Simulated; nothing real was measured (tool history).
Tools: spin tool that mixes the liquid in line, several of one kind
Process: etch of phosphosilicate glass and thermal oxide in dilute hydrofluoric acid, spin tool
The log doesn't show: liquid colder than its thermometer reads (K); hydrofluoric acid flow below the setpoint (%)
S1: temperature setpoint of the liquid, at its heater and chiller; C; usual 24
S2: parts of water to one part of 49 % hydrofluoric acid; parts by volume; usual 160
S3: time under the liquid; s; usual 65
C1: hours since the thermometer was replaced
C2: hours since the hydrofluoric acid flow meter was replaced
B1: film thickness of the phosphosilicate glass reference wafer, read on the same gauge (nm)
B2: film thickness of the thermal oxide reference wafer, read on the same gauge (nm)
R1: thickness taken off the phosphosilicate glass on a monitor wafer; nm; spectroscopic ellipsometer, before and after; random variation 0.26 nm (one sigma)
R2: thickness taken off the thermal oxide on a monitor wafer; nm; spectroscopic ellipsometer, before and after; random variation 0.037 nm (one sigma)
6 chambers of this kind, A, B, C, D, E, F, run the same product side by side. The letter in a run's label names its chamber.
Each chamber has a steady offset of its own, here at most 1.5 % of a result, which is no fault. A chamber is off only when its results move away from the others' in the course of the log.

| run | day | S1 | S2 | S3 | C1 | C2 | B1 | B2 | R1 | R2 |
|---|---|---|---|---|---|---|---|---|---|---|
| 1B | 0.2 | 24 | 160 | 65 | 358.3 | 652.2 | 50.003 | 140.04 | 36.487 | 1.7719 |
| 2C | 0.4 | 24 | 160 | 65 | 791.2 | 2015.2 | 50.015 | 140 | 35.788 | 1.7329 |
| 3D | 0.712 | 24 | 160 | 65 | 297.4 | 1199.3 | 49.966 | 140.03 | 36.056 | 1.6758 |
| 4F | 0.946 | 24 | 160 | 65 | 1879.7 | 516.3 | 49.995 | 140.01 | 35.586 | 1.7455 |
| 5E | 1.15 | 24 | 160 | 65 | 444.1 | 1855.8 | 49.985 | 140 | 36.249 | 1.8009 |
| 6A | 1.512 | 24 | 160 | 65 | 1732.3 | 234.2 | 50.027 | 139.97 | 35.54 | 1.7336 |
| 7B | 1.833 | 26.5 | 160 | 65 | 397.5 | 691.4 | 50 | 140.01 | 39.134 | 1.9461 |
| 8F | 2.262 | 26.5 | 160 | 65 | 1911.3 | 547.9 | 50.002 | 139.96 | 38.901 | 1.9333 |
| 9A | 2.475 | 26.5 | 160 | 65 | 1755.4 | 257.3 | 49.992 | 140 | 39.699 | 1.9108 |
|  | 2.646 | chamber C: thermometer replaced |
| 10D | 2.704 | 26.5 | 160 | 65 | 345.2 | 1247.1 | 49.984 | 139.99 | 40.036 | 1.8999 |
| 11E | 3.138 | 26.5 | 160 | 65 | 491.8 | 1903.5 | 49.998 | 140.08 | 39.831 | 1.9008 |
| 12C | 3.475 | 26.5 | 160 | 65 | 20 | 2089 | 50 | 140.02 | 39.361 | 1.9495 |
| 13F | 3.721 | 24 | 160 | 65 | 1946.3 | 582.9 | 50.016 | 139.98 | 35.266 | 1.7184 |
| 14C | 3.954 | 24 | 160 | 65 | 31.5 | 2100.5 | 50.011 | 140.03 | 35.497 | 1.7172 |
| 15B | 4.35 | 24 | 160 | 65 | 457.9 | 751.8 | 49.969 | 139.93 | 35.841 | 1.7603 |
| 16D | 4.654 | 24 | 160 | 65 | 392 | 1293.9 | 49.999 | 140.01 | 36.161 | 1.717 |
|  | 4.742 | chamber F: hydrofluoric acid flow meter replaced |
| 17A | 4.862 | 24 | 160 | 65 | 1812.7 | 314.6 | 50.005 | 139.96 | 35.781 | 1.7559 |
| 18E | 5.171 | 24 | 160 | 65 | 540.6 | 1952.3 | 50.008 | 139.99 | 35.934 | 1.7387 |
| 19A | 5.367 | 24 | 160 | 80 | 1824.8 | 326.7 | 49.994 | 140.02 | 43.892 | 2.1249 |
| 20C | 5.796 | 24 | 160 | 80 | 75.7 | 2144.7 | 49.991 | 139.99 | 43.844 | 2.1045 |
| 21E | 6.012 | 24 | 160 | 80 | 560.8 | 1972.5 | 50.019 | 139.96 | 44.718 | 2.13 |
| 22D | 6.346 | 24 | 160 | 80 | 432.6 | 1334.5 | 50.004 | 140.01 | 44.075 | 2.182 |
| 23B | 6.667 | 24 | 160 | 80 | 513.5 | 807.4 | 49.975 | 139.99 | 44.409 | 2.1072 |
| 24F | 6.867 | 24 | 160 | 80 | 2021.8 | 51 | 50.003 | 139.96 | 43.881 | 2.2123 |
| 25A | 7.192 | 26 | 160 | 85 | 1868.6 | 370.5 | 50.01 | 140 | 51.02 | 2.3932 |
| 26F | 7.417 | 26 | 160 | 85 | 2035 | 64.2 | 50.002 | 140 | 50.361 | 2.4722 |
| 27C | 7.65 | 26 | 160 | 85 | 120.2 | 2189.2 | 50.01 | 140.02 | 50.091 | 2.3815 |
|  | 7.667 | chamber A: thermometer replaced |
| 28B | 7.858 | 26 | 160 | 85 | 542.1 | 836 | 49.992 | 140 | 50.172 | 2.4716 |
| 29D | 8.054 | 26 | 160 | 85 | 473.6 | 1375.5 | 50.002 | 139.93 | 51.088 | 2.5334 |
| 30E | 8.462 | 26 | 160 | 85 | 619.6 | 2031.3 | 49.995 | 140.02 | 50.733 | 2.5202 |
|  | 8.771 | chamber E: hydrofluoric acid flow meter replaced |
| 31F | 8.817 | 24 | 160 | 65 | 2068.6 | 97.8 | 49.996 | 139.96 | 35.623 | 1.7216 |
| 32D | 9.083 | 24 | 160 | 65 | 498.3 | 1400.2 | 49.997 | 139.97 | 35.808 | 1.6797 |
| 33E | 9.512 | 24 | 160 | 65 | 644.8 | 17.8 | 50.015 | 140 | 35.67 | 1.7571 |
| 34A | 9.838 | 24 | 160 | 65 | 52.2 | 434 | 49.996 | 139.99 | 35.763 | 1.7204 |
| 35C | 10.029 | 24 | 160 | 65 | 177.3 | 2246.3 | 50.001 | 139.97 | 35.561 | 1.7151 |
| 36B | 10.429 | 24 | 215 | 30 | 603.8 | 897.7 | 50.016 | 140 | 11.48 | 0.54681 |

Is one chamber off against the others, does the gauge drift, or is nothing wrong? If a chamber is off, say which, and what the likeliest cause is.

No chamber stands off beyond its own small offset, and the gauge holds steady.

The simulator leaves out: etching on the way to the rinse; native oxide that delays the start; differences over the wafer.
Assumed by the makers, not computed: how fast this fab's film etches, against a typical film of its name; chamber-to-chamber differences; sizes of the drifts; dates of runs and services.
